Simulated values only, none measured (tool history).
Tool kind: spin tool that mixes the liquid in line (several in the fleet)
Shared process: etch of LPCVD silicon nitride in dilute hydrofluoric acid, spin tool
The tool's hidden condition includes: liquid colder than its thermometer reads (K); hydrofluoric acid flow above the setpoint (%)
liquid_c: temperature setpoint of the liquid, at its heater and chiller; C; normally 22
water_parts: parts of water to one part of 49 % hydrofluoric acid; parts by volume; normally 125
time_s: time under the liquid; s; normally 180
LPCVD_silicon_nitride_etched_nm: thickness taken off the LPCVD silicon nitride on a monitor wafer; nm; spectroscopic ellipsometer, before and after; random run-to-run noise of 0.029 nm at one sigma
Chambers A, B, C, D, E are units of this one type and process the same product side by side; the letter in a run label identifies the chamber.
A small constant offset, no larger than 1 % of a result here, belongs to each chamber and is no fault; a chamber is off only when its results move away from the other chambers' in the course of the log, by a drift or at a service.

| run | hour | liquid_c | water_parts | time_s | hours since the thermometer was replaced | hours since the hydrofluoric acid flow meter was replaced | read-back film thickness of the LPCVD silicon nitride reference wafer, read on the same gauge (nm) | LPCVD_silicon_nitride_etched_nm |
|---|---|---|---|---|---|---|---|---|
| 1C | 7.9 | 22 | 125 | 180 | 2677.6 | 391.1 | 149.96 | 0.50702 |
| 2B | 17.7 | 22 | 125 | 180 | 1301.6 | 352.0 | 149.98 | 0.55048 |
| 3A | 22.6 | 22 | 125 | 180 | 923.8 | 150.1 | 149.97 | 0.59038 |
| 4D | 31.5 | 22 | 125 | 180 | 1321.9 | 299.0 | 150.01 | 0.58987 |
| 5E | 36.2 | 22 | 125 | 180 | 796.1 | 216.8 | 150.00 | 0.64025 |
|  | 40.8 | chamber C: thermometer replaced |
| 6B | 44.5 | 22 | 125 | 180 | 1328.4 | 378.8 | 150.04 | 0.52215 |
|  | 52.6 | chamber C: hydrofluoric acid flow meter replaced |
| 7C | 54.1 | 22 | 125 | 180 | 13.4 | 1.5 | 150.03 | 0.52278 |
| 8D | 62.7 | 22 | 125 | 180 | 1353.1 | 330.2 | 150.00 | 0.56027 |
| 9E | 69.5 | 22 | 125 | 180 | 829.4 | 250.1 | 149.97 | 0.59390 |
| 10A | 79.5 | 22 | 125 | 180 | 980.7 | 207.0 | 149.99 | 0.56492 |
| 11D | 85.7 | 22 | 125 | 180 | 1376.1 | 353.2 | 150.03 | 0.57347 |
| 12E | 91.7 | 22 | 125 | 180 | 851.6 | 272.3 | 150.01 | 0.61634 |
| 13C | 96.4 | 22 | 125 | 180 | 55.7 | 43.8 | 149.99 | 0.59140 |
| 14A | 102.3 | 22 | 125 | 180 | 1003.5 | 229.8 | 150.02 | 0.67850 |
|  | 105.5 | chamber A: thermometer replaced |
| 15B | 111.7 | 22 | 125 | 180 | 1395.6 | 446.0 | 149.98 | 0.56456 |
| 16D | 119.2 | 22 | 125 | 180 | 1409.6 | 386.7 | 150.00 | 0.57783 |
| 17B | 127.9 | 22 | 125 | 180 | 1411.8 | 462.2 | 149.98 | 0.56465 |
| 18E | 133.1 | 22 | 125 | 180 | 893.0 | 313.7 | 149.99 | 0.58852 |
| 19A | 140.6 | 22 | 125 | 180 | 35.1 | 268.1 | 149.96 | 0.61529 |
| 20C | 149.0 | 22 | 125 | 180 | 108.3 | 96.4 | 150.01 | 0.53738 |
| 21C | 157.6 | 22 | 125 | 180 | 116.9 | 105.0 | 149.97 | 0.57707 |
| 22B | 163.5 | 22 | 125 | 180 | 1447.4 | 497.8 | 150.00 | 0.52383 |
| 23D | 170.2 | 22 | 125 | 180 | 1460.6 | 437.7 | 150.03 | 0.58565 |
|  | 177.3 | chamber B: hydrofluoric acid flow meter replaced |
| 24E | 178.0 | 22 | 125 | 180 | 937.9 | 358.6 | 150.01 | 0.55827 |
| 25A | 182.5 | 22 | 170 | 180 | 77.0 | 310.0 | 149.98 | 0.41489 |
| 26B | 188.4 | 22 | 170 | 180 | 1472.3 | 11.1 | 149.98 | 0.41513 |
| 27C | 192.9 | 22 | 170 | 180 | 152.2 | 140.3 | 150.01 | 0.44133 |
| 28E | 199.0 | 22 | 170 | 180 | 958.9 | 379.6 | 149.99 | 0.42703 |
| 29A | 203.8 | 22 | 170 | 180 | 98.3 | 331.3 | 150.04 | 0.40442 |
| 30D | 208.8 | 22 | 125 | 180 | 1499.2 | 476.3 | 150.01 | 0.62933 |
| 31A | 214.7 | 22 | 125 | 180 | 109.2 | 342.2 | 149.98 | 0.60077 |
| 32B | 223.3 | 22 | 125 | 180 | 1507.2 | 46.0 | 150.01 | 0.53795 |
| 33C | 229.3 | 22 | 125 | 180 | 188.6 | 176.7 | 149.97 | 0.59302 |

Is one chamber off against the others, does the gauge drift, or is nothing wrong? If a chamber is off, say which, and what the likeliest cause is.

No chamber stands off beyond its own small offset, and the gauge holds steady.
